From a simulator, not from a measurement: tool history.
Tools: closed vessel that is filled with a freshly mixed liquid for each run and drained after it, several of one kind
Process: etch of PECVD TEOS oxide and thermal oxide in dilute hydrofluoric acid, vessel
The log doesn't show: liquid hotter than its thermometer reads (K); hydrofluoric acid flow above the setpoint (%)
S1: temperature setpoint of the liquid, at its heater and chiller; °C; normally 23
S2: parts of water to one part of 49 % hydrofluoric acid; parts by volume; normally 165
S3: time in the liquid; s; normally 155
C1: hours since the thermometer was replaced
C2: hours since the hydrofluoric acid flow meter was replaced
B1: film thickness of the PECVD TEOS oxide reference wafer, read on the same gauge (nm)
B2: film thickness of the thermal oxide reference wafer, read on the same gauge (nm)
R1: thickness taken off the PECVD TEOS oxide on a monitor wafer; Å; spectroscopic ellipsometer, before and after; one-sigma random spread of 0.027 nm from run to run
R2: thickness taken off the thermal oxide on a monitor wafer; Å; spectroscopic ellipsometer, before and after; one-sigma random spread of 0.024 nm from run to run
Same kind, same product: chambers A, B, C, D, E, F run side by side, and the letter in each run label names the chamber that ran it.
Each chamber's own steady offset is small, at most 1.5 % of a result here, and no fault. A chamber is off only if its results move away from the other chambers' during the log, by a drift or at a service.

run   hour  S1   S2   S3      C1      C2      B1      B2      R1      R2
 1B    2.6  23  165  155   524.9  1232.2     120  99.985  81.798  39.278
 2C      6  23  165  155   275.9   789.6  120.01  99.972    82.7  38.187
       6.6  -- chamber D: thermometer replaced
 3E    9.8  23  165  155  1002.6    57.9     120  100.02  80.409  39.048
 4F   13.4  23  165  155   862.7   432.2  120.01  99.957   82.02  39.238
 5A   15.6  23  125  155   415.4  1117.9     120  100.04  115.11  54.696
 6D   20.4  23  125  155    13.8   512.1  120.01  99.985  114.12  54.004
 7D     24  23  125  155    17.4   515.7  120.01  99.999  113.92  53.618
 8F   26.5  23  125  155   875.8   445.3     120  100.03  113.25   53.04
 9A   28.8  23  125  155   428.6  1131.1     120  100.01  114.73  54.511
10E     32  23  125  155  1024.8    80.1  120.01  100.02  110.59  53.907
11B   36.3  23  165  155   558.6  1265.9  120.01  99.994  81.853  38.991
12C   39.9  23  165  245   309.8   823.5  120.01     100  129.73  61.209
      41.3  -- chamber B: hydrofluoric acid flow meter replaced
13A   43.2  23  165  245     443  1145.5  119.99  100.02  131.34  62.067
14E   45.4  23  165  245  1038.2    93.5  120.01  99.979  128.03   61.13
15B   49.8  23  165  245   572.1     8.5  120.01     100  128.99  61.558
16F   52.3  23  165  245   901.6   471.1  120.01  100.02  129.97  60.879
17D   55.6  23  165  245      49   547.3     120  99.985  129.18  61.278
18C     58  23  165  155   327.9   841.6  120.01  100.01  82.239  38.578
19D   61.3  23  165  155    54.7     553  119.99  99.988  81.387  38.678
20C   64.7  23   90  155   334.6   848.3     120     100  164.96  77.302
21F   69.5  23   90  155   918.8   488.3  119.99  99.984  163.77  77.162
22E     74  23   90  155  1066.8   122.1  120.02  100.02  161.69  77.829
23B   78.5  23   90  155   600.8    37.2  119.99  100.01  164.27  78.638
24A     83  23   90  155   482.8  1185.3  120.03  100.02  166.91  79.559
25C   86.6  23   90  155   356.5   870.2     120  99.992  165.06  78.012
26E   91.1  23  165  155  1083.9   139.2  119.99     100   80.89  38.683
27A   93.3  23  165  155   493.1  1195.6  119.97  100.02  83.237  39.195
28F   97.2  23  165  155   946.5     516     120  100.01  81.836  38.525
29B   99.8  23  165  155   622.1    58.5     120  99.984  81.075      39
30D  102.5  23  165  155    95.9   594.2  120.02  99.988   81.67  38.738
31F  104.6  23  165  155   953.9   523.4  119.99     100  82.091  38.778
32A  108.3  23  165  155   508.1  1210.6  120.02  99.986  82.933  39.147
33E  112.5  23  165  155  1105.3   160.6     120  99.998  80.718  38.786
34B  116.6  23  165  155   638.9    75.3  120.02  99.998  81.937  39.045
35C  119.4  23  165  155   389.3     903  120.01     100  82.329   38.44
36D  122.6  23  165  155     116   614.3     120     100  81.817  38.865
37B  127.3  23  165  155   649.6      86  119.99  99.999  81.623  38.748
38C  131.4  23  165  155   401.3     915     120  100.02  82.855   37.94

Predict what each chamber gives when all 6 of them run the settings below next.
39A  134.9  23  165  65                   ?   ?
39B  134.9  23  165  65                   ?   ?
39C  134.9  23  165  65                   ?   ?
39D  134.9  23  165  65                   ?   ?
39E  134.9  23  165  65                   ?   ?
39F  134.9  23  165  65                   ?   ?

run      R1      R2
39A  34.805  16.558
39B   34.05  16.361
39C  34.534  16.111
39D  34.086  16.393
39E  33.722  16.295
39F  34.559  16.261
